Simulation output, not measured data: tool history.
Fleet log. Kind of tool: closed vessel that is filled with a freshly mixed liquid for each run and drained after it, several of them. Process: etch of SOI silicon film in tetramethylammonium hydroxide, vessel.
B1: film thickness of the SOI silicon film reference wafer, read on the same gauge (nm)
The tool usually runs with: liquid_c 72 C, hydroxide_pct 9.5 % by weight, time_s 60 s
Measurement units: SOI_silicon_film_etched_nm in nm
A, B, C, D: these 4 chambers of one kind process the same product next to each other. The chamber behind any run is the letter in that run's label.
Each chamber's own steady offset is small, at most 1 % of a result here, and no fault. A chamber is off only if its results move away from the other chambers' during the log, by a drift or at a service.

run 1A hour=10.7 | liquid_c=72 hydroxide_pct=9.5 time_s=60 | B1=59.982 | SOI_silicon_film_etched_nm=471.46
run 2B hour=20.8 | liquid_c=72 hydroxide_pct=9.5 time_s=60 | B1=60.007 | SOI_silicon_film_etched_nm=476.66
run 3D hour=28.2 | liquid_c=72 hydroxide_pct=9.5 time_s=60 | B1=59.973 | SOI_silicon_film_etched_nm=477.6
run 4C hour=33.5 | liquid_c=72 hydroxide_pct=9.5 time_s=60 | B1=60.031 | SOI_silicon_film_etched_nm=473.14
run 5D hour=43.3 | liquid_c=72 hydroxide_pct=9.5 time_s=60 | B1=59.998 | SOI_silicon_film_etched_nm=477.66
run 6A hour=52.7 | liquid_c=72 hydroxide_pct=9.5 time_s=60 | B1=59.99 | SOI_silicon_film_etched_nm=486.16
run 7C hour=61.5 | liquid_c=72 hydroxide_pct=9.5 time_s=60 | B1=60.026 | SOI_silicon_film_etched_nm=472.92
run 8B hour=68.2 | liquid_c=72 hydroxide_pct=9.5 time_s=60 | B1=60.007 | SOI_silicon_film_etched_nm=472.03
-- hour=75.4 chamber B: thermometer replaced
run 9B hour=79.1 | liquid_c=72 hydroxide_pct=9.5 time_s=60 | B1=59.991 | SOI_silicon_film_etched_nm=473.53
run 10A hour=88.5 | liquid_c=72 hydroxide_pct=9.5 time_s=60 | B1=60.02 | SOI_silicon_film_etched_nm=475
run 11D hour=94.9 | liquid_c=67 hydroxide_pct=9.5 time_s=60 | B1=60.027 | SOI_silicon_film_etched_nm=357.96
run 12C hour=106.1 | liquid_c=67 hydroxide_pct=9.5 time_s=60 | B1=60.009 | SOI_silicon_film_etched_nm=350.52
run 13A hour=115.6 | liquid_c=67 hydroxide_pct=9.5 time_s=60 | B1=59.989 | SOI_silicon_film_etched_nm=353.33
run 14B hour=122.4 | liquid_c=67 hydroxide_pct=9.5 time_s=60 | B1=59.973 | SOI_silicon_film_etched_nm=354.84
run 15C hour=133.5 | liquid_c=72 hydroxide_pct=9.5 time_s=60 | B1=60.03 | SOI_silicon_film_etched_nm=477.57
run 16D hour=138.6 | liquid_c=72 hydroxide_pct=9.5 time_s=60 | B1=60.001 | SOI_silicon_film_etched_nm=484.81
run 17B hour=146.3 | liquid_c=72 hydroxide_pct=9.5 time_s=60 | B1=59.988 | SOI_silicon_film_etched_nm=474.25
run 18D hour=151.7 | liquid_c=72 hydroxide_pct=9.5 time_s=60 | B1=60.034 | SOI_silicon_film_etched_nm=476.45
run 19C hour=160.4 | liquid_c=72 hydroxide_pct=9.5 time_s=60 | B1=59.993 | SOI_silicon_film_etched_nm=485.11
run 20A hour=170.9 | liquid_c=72 hydroxide_pct=9.5 time_s=60 | B1=59.934 | SOI_silicon_film_etched_nm=477.45
run 21B hour=178.5 | liquid_c=72 hydroxide_pct=9.5 time_s=60 | B1=60.057 | SOI_silicon_film_etched_nm=479.5
-- hour=186.9 chamber D: hydroxide flow meter replaced
run 22D hour=187.6 | liquid_c=72 hydroxide_pct=9.5 time_s=60 | B1=60.029 | SOI_silicon_film_etched_nm=477.37
run 23A hour=196.2 | liquid_c=72 hydroxide_pct=9.5 time_s=60 | B1=59.995 | SOI_silicon_film_etched_nm=474.47
run 24C hour=207.5 | liquid_c=72 hydroxide_pct=9.5 time_s=60 | B1=59.964 | SOI_silicon_film_etched_nm=490.16
run 25D hour=215.7 | liquid_c=72 hydroxide_pct=9.5 time_s=60 | B1=59.975 | SOI_silicon_film_etched_nm=472.36
run 26C hour=225 | liquid_c=72 hydroxide_pct=9.5 time_s=45 | B1=59.995 | SOI_silicon_film_etched_nm=377.81
run 27A hour=234.1 | liquid_c=72 hydroxide_pct=9.5 time_s=45 | B1=59.965 | SOI_silicon_film_etched_nm=358.49
run 28B hour=239.9 | liquid_c=72 hydroxide_pct=9.5 time_s=45 | B1=60.002 | SOI_silicon_film_etched_nm=355.31
run 29A hour=247.3 | liquid_c=72 hydroxide_pct=9.5 time_s=45 | B1=59.996 | SOI_silicon_film_etched_nm=362.62
-- hour=253 chamber C: hydroxide flow meter replaced
run 30C hour=258.6 | liquid_c=72 hydroxide_pct=9.5 time_s=60 | B1=59.987 | SOI_silicon_film_etched_nm=514.07
run 31B hour=268.5 | liquid_c=72 hydroxide_pct=9.5 time_s=60 | B1=59.992 | SOI_silicon_film_etched_nm=475.44
run 32D hour=276.6 | liquid_c=72 hydroxide_pct=9.5 time_s=60 | B1=60.059 | SOI_silicon_film_etched_nm=482.1
run 33A hour=282.8 | liquid_c=72 hydroxide_pct=9.5 time_s=60 | B1=60.024 | SOI_silicon_film_etched_nm=481.85
run 34C hour=293.6 | liquid_c=72 hydroxide_pct=9.5 time_s=60 | B1=59.979 | SOI_silicon_film_etched_nm=510.62
run 35B hour=305 | liquid_c=72 hydroxide_pct=9.5 time_s=60 | B1=60.005 | SOI_silicon_film_etched_nm=477.97
run 36D hour=311.7 | liquid_c=72 hydroxide_pct=10.5 time_s=80 | B1=59.936 | SOI_silicon_film_etched_nm=614.03
run 37B hour=319.2 | liquid_c=72 hydroxide_pct=10.5 time_s=80 | B1=60.011 | SOI_silicon_film_etched_nm=613.21
-- hour=321.3 chamber D: thermometer replaced
run 38C hour=325.8 | liquid_c=72 hydroxide_pct=10.5 time_s=80 | B1=59.978 | SOI_silicon_film_etched_nm=677.89
run 39D hour=332.5 | liquid_c=72 hydroxide_pct=10.5 time_s=80 | B1=60.006 | SOI_silicon_film_etched_nm=617.52
run 40A hour=338.1 | liquid_c=72 hydroxide_pct=9.5 time_s=60 | B1=59.977 | SOI_silicon_film_etched_nm=485.68
run 41B hour=348.7 | liquid_c=72 hydroxide_pct=9.5 time_s=60 | B1=59.997 | SOI_silicon_film_etched_nm=472.22
run 42D hour=355.9 | liquid_c=72 hydroxide_pct=9.5 time_s=60 | B1=60.049 | SOI_silicon_film_etched_nm=478.55
run 43A hour=363.2 | liquid_c=72 hydroxide_pct=9.5 time_s=60 | B1=60.019 | SOI_silicon_film_etched_nm=474.46
run 44C hour=371.6 | liquid_c=72 hydroxide_pct=9.5 time_s=60 | B1=59.997 | SOI_silicon_film_etched_nm=531.96

Which is it: a chamber that has drifted or been left off by a service, a gauge drift common to all chambers, or only each chamber's usual small offset? If a chamber is off, name it and its likeliest cause.

One chamber, C, drifts off from the rest bit by bit.
Likeliest cause: liquid hotter than its thermometer reads (K) = 2.23.

Here are 4 candidates for chamber C's next run, each the usual settings with a change, their results left as question marks. Which one brings its results back in line with what the others give on the usual settings?
In-line tolerance around the mean of the other chambers on the usual settings: SOI_silicon_film_etched_nm 15 nm
run 45C-1 hour=379.7 | liquid_c=72.5 hydroxide_pct=9.5 time_s=65 | SOI_silicon_film_etched_nm=?
run 45C-2 hour=379.7 | liquid_c=75 hydroxide_pct=9 time_s=60 | SOI_silicon_film_etched_nm=?
run 45C-3 hour=379.7 | liquid_c=68.5 hydroxide_pct=9.5 time_s=60 | SOI_silicon_film_etched_nm=?
run 45C-4 hour=379.7 | liquid_c=71.5 hydroxide_pct=9.5 time_s=55 | SOI_silicon_film_etched_nm=?

The other chambers' mean on the usual settings: SOI_silicon_film_etched_nm 477.12 nm
run=45C-1 SOI_silicon_film_etched_nm=601.54
run=45C-2 SOI_silicon_film_etched_nm=652.71
run=45C-3 SOI_silicon_film_etched_nm=441.19
run=45C-4 SOI_silicon_film_etched_nm=480.66
The answer is 45C-4, which returns the chamber to within the allowed miss of the others.
